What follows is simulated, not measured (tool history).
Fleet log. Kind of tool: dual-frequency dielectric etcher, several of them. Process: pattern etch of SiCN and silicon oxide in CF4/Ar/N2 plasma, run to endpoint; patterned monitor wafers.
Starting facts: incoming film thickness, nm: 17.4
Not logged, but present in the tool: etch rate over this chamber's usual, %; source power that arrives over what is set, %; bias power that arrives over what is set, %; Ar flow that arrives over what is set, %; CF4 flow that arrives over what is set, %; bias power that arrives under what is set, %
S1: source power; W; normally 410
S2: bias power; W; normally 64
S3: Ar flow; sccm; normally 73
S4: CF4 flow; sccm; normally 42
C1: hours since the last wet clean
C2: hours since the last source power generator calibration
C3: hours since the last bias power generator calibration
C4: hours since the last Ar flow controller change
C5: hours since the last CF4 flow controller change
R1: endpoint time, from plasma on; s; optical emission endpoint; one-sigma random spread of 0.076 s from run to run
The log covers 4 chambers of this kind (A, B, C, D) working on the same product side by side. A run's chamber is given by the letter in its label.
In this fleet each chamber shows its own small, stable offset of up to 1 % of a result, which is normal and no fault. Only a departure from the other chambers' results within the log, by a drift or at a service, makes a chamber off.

{"run": "1C", "hour": 12.7, "S1": 410, "S2": 64, "S3": 73, "S4": 42, "C1": 159.7, "C2": 2029.6, "C3": 1572.5, "C4": 1309.0, "C5": 1817.7, "R1": 23.594}
{"run": "2A", "hour": 22.7, "S1": 410, "S2": 64, "S3": 73, "S4": 42, "C1": 259.3, "C2": 2814.5, "C3": 703.6, "C4": 253.0, "C5": 3614.3, "R1": 23.561}
{"run": "3D", "hour": 33.3, "S1": 410, "S2": 64, "S3": 73, "S4": 42, "C1": 590.9, "C2": 1849.8, "C3": 2539.1, "C4": 3522.3, "C5": 453.1, "R1": 23.451}
{"run": "4B", "hour": 45.6, "S1": 410, "S2": 64, "S3": 73, "S4": 42, "C1": 165.5, "C2": 801.6, "C3": 2449.2, "C4": 1149.8, "C5": 3405.0, "R1": 23.453}
{"run": "5A", "hour": 53.9, "S1": 410, "S2": 64, "S3": 73, "S4": 42, "C1": 290.5, "C2": 2845.7, "C3": 734.8, "C4": 284.2, "C5": 3645.5, "R1": 23.645}
{"run": "6B", "hour": 64.8, "S1": 410, "S2": 64, "S3": 73, "S4": 42, "C1": 184.7, "C2": 820.8, "C3": 2468.4, "C4": 1169.0, "C5": 3424.2, "R1": 23.641}
{"run": "7D", "hour": 76.7, "S1": 410, "S2": 64, "S3": 73, "S4": 42, "C1": 634.3, "C2": 1893.2, "C3": 2582.5, "C4": 3565.7, "C5": 496.5, "R1": 23.465}
{"hour": 77.2, "done": "chamber D: wet clean of the chamber"}
{"run": "8C", "hour": 87.9, "S1": 410, "S2": 64, "S3": 73, "S4": 42, "C1": 234.9, "C2": 2104.8, "C3": 1647.7, "C4": 1384.2, "C5": 1892.9, "R1": 23.471}
{"run": "9D", "hour": 98.7, "S1": 410, "S2": 64, "S3": 73, "S4": 42, "C1": 21.5, "C2": 1915.2, "C3": 2604.5, "C4": 3587.7, "C5": 518.5, "R1": 23.571}
{"hour": 100.3, "done": "chamber C: source power generator calibrated"}
{"run": "10A", "hour": 112.6, "S1": 410, "S2": 64, "S3": 73, "S4": 42, "C1": 349.2, "C2": 2904.4, "C3": 793.5, "C4": 342.9, "C5": 3704.2, "R1": 23.603}
{"run": "11C", "hour": 122.2, "S1": 410, "S2": 64, "S3": 73, "S4": 42, "C1": 269.2, "C2": 22.0, "C3": 1682.0, "C4": 1418.5, "C5": 1927.2, "R1": 23.458}
{"run": "12B", "hour": 132.5, "S1": 410, "S2": 64, "S3": 73, "S4": 42, "C1": 252.4, "C2": 888.5, "C3": 2536.1, "C4": 1236.7, "C5": 3491.9, "R1": 23.41}
{"run": "13C", "hour": 143.1, "S1": 410, "S2": 64, "S3": 73, "S4": 42, "C1": 290.1, "C2": 42.9, "C3": 1702.9, "C4": 1439.4, "C5": 1948.1, "R1": 23.525}
{"run": "14B", "hour": 154.0, "S1": 410, "S2": 64, "S3": 73, "S4": 42, "C1": 273.9, "C2": 910.0, "C3": 2557.6, "C4": 1258.2, "C5": 3513.4, "R1": 23.443}
{"run": "15D", "hour": 161.0, "S1": 410, "S2": 64, "S3": 73, "S4": 42, "C1": 83.8, "C2": 1977.5, "C3": 2666.8, "C4": 3650.0, "C5": 580.8, "R1": 23.583}
{"run": "16A", "hour": 174.1, "S1": 410, "S2": 64, "S3": 73, "S4": 42, "C1": 410.7, "C2": 2965.9, "C3": 855.0, "C4": 404.4, "C5": 3765.7, "R1": 23.66}
{"hour": 181.1, "done": "chamber A: wet clean of the chamber"}
{"run": "17B", "hour": 181.6, "S1": 410, "S2": 64, "S3": 73, "S4": 42, "C1": 301.5, "C2": 937.6, "C3": 2585.2, "C4": 1285.8, "C5": 3541.0, "R1": 23.457}
{"run": "18A", "hour": 191.0, "S1": 410, "S2": 64, "S3": 73, "S4": 42, "C1": 10.0, "C2": 2982.8, "C3": 871.9, "C4": 421.3, "C5": 3782.6, "R1": 23.676}
{"run": "19D", "hour": 202.1, "S1": 410, "S2": 64, "S3": 73, "S4": 42, "C1": 124.9, "C2": 2018.6, "C3": 2707.9, "C4": 3691.1, "C5": 621.9, "R1": 23.427}
{"run": "20C", "hour": 209.3, "S1": 410, "S2": 64, "S3": 73, "S4": 42, "C1": 356.3, "C2": 109.1, "C3": 1769.1, "C4": 1505.6, "C5": 2014.3, "R1": 23.225}
{"run": "21C", "hour": 219.5, "S1": 410, "S2": 64, "S3": 73, "S4": 42, "C1": 366.5, "C2": 119.3, "C3": 1779.3, "C4": 1515.8, "C5": 2024.5, "R1": 23.17}
{"run": "22A", "hour": 228.8, "S1": 410, "S2": 64, "S3": 73, "S4": 42, "C1": 47.8, "C2": 3020.6, "C3": 909.7, "C4": 459.1, "C5": 3820.4, "R1": 23.586}
{"run": "23B", "hour": 240.7, "S1": 410, "S2": 64, "S3": 73, "S4": 42, "C1": 360.6, "C2": 996.7, "C3": 2644.3, "C4": 1344.9, "C5": 3600.1, "R1": 23.551}
{"hour": 254.0, "done": "chamber B: wet clean of the chamber"}
{"run": "24D", "hour": 254.3, "S1": 410, "S2": 69, "S3": 73, "S4": 42, "C1": 177.1, "C2": 2070.8, "C3": 2760.1, "C4": 3743.3, "C5": 674.1, "R1": 22.981}
{"hour": 254.9, "done": "chamber D: source power generator calibrated"}
{"run": "25A", "hour": 268.9, "S1": 410, "S2": 69, "S3": 73, "S4": 42, "C1": 87.9, "C2": 3060.7, "C3": 949.8, "C4": 499.2, "C5": 3860.5, "R1": 23.11}
{"run": "26C", "hour": 277.0, "S1": 410, "S2": 69, "S3": 73, "S4": 42, "C1": 424.0, "C2": 176.8, "C3": 1836.8, "C4": 1573.3, "C5": 2082.0, "R1": 22.476}
{"run": "27B", "hour": 284.2, "S1": 410, "S2": 69, "S3": 73, "S4": 42, "C1": 30.3, "C2": 1040.2, "C3": 2687.8, "C4": 1388.4, "C5": 3643.6, "R1": 22.8}
{"run": "28D", "hour": 299.3, "S1": 410, "S2": 64, "S3": 73, "S4": 42, "C1": 222.1, "C2": 44.5, "C3": 2805.1, "C4": 3788.3, "C5": 719.1, "R1": 23.516}
{"run": "29A", "hour": 310.9, "S1": 410, "S2": 64, "S3": 73, "S4": 42, "C1": 129.9, "C2": 3102.7, "C3": 991.8, "C4": 541.2, "C5": 3902.5, "R1": 23.851}
{"hour": 318.4, "done": "chamber C: CF4 flow controller replaced"}
{"run": "30B", "hour": 318.8, "S1": 410, "S2": 64, "S3": 73, "S4": 42, "C1": 64.9, "C2": 1074.8, "C3": 2722.4, "C4": 1423.0, "C5": 3678.2, "R1": 23.558}
{"hour": 323.2, "done": "chamber D: bias power generator calibrated"}
{"run": "31D", "hour": 328.0, "S1": 410, "S2": 64, "S3": 73, "S4": 42, "C1": 250.8, "C2": 73.2, "C3": 4.8, "C4": 3817.0, "C5": 747.8, "R1": 23.528}
{"run": "32C", "hour": 335.0, "S1": 410, "S2": 64, "S3": 73, "S4": 42, "C1": 482.0, "C2": 234.8, "C3": 1894.8, "C4": 1631.3, "C5": 16.7, "R1": 22.976}
{"run": "33D", "hour": 343.9, "S1": 410, "S2": 64, "S3": 73, "S4": 42, "C1": 266.7, "C2": 89.1, "C3": 20.7, "C4": 3832.9, "C5": 763.7, "R1": 23.498}
{"run": "34B", "hour": 356.7, "S1": 410, "S2": 64, "S3": 73, "S4": 42, "C1": 102.8, "C2": 1112.7, "C3": 2760.3, "C4": 1460.9, "C5": 3716.1, "R1": 23.508}
{"run": "35C", "hour": 367.7, "S1": 410, "S2": 64, "S3": 73, "S4": 42, "C1": 514.7, "C2": 267.5, "C3": 1927.5, "C4": 1664.0, "C5": 49.4, "R1": 22.923}
{"run": "36A", "hour": 383.3, "S1": 350, "S2": 64, "S3": 89, "S4": 42, "C1": 202.3, "C2": 3175.1, "C3": 1064.2, "C4": 613.6, "C5": 3974.9, "R1": 28.042}
{"run": "37C", "hour": 392.3, "S1": 350, "S2": 64, "S3": 89, "S4": 42, "C1": 539.3, "C2": 292.1, "C3": 1952.1, "C4": 1688.6, "C5": 74.0, "R1": 27.042}
{"run": "38D", "hour": 400.1, "S1": 350, "S2": 64, "S3": 89, "S4": 42, "C1": 322.9, "C2": 145.3, "C3": 76.9, "C4": 3889.1, "C5": 819.9, "R1": 27.838}
{"run": "39A", "hour": 410.0, "S1": 350, "S2": 64, "S3": 89, "S4": 42, "C1": 229.0, "C2": 3201.8, "C3": 1090.9, "C4": 640.3, "C5": 4001.6, "R1": 28.257}
{"run": "40B", "hour": 420.5, "S1": 410, "S2": 64, "S3": 73, "S4": 42, "C1": 166.6, "C2": 1176.5, "C3": 2824.1, "C4": 1524.7, "C5": 3779.9, "R1": 23.496}
{"run": "41C", "hour": 427.4, "S1": 410, "S2": 64, "S3": 73, "S4": 42, "C1": 574.4, "C2": 327.2, "C3": 1987.2, "C4": 1723.7, "C5": 109.1, "R1": 22.736}
{"run": "42B", "hour": 439.6, "S1": 410, "S2": 64, "S3": 73, "S4": 42, "C1": 185.7, "C2": 1195.6, "C3": 2843.2, "C4": 1543.8, "C5": 3799.0, "R1": 23.544}
{"run": "43A", "hour": 455.3, "S1": 410, "S2": 64, "S3": 73, "S4": 42, "C1": 274.3, "C2": 3247.1, "C3": 1136.2, "C4": 685.6, "C5": 4046.9, "R1": 23.656}

All chambers now run identical settings, listed one chamber a line with results as question marks. What results will each chamber show?
{"run": "44A", "hour": 466.6, "S1": 410, "S2": 64, "S3": 73, "S4": 42, "R1": "?"}
{"run": "44B", "hour": 466.6, "S1": 410, "S2": 64, "S3": 73, "S4": 42, "R1": "?"}
{"run": "44C", "hour": 466.6, "S1": 410, "S2": 64, "S3": 73, "S4": 42, "R1": "?"}
{"run": "44D", "hour": 466.6, "S1": 410, "S2": 64, "S3": 73, "S4": 42, "R1": "?"}

run=44A R1=23.688
run=44B R1=23.408
run=44C R1=22.691
run=44D R1=23.382
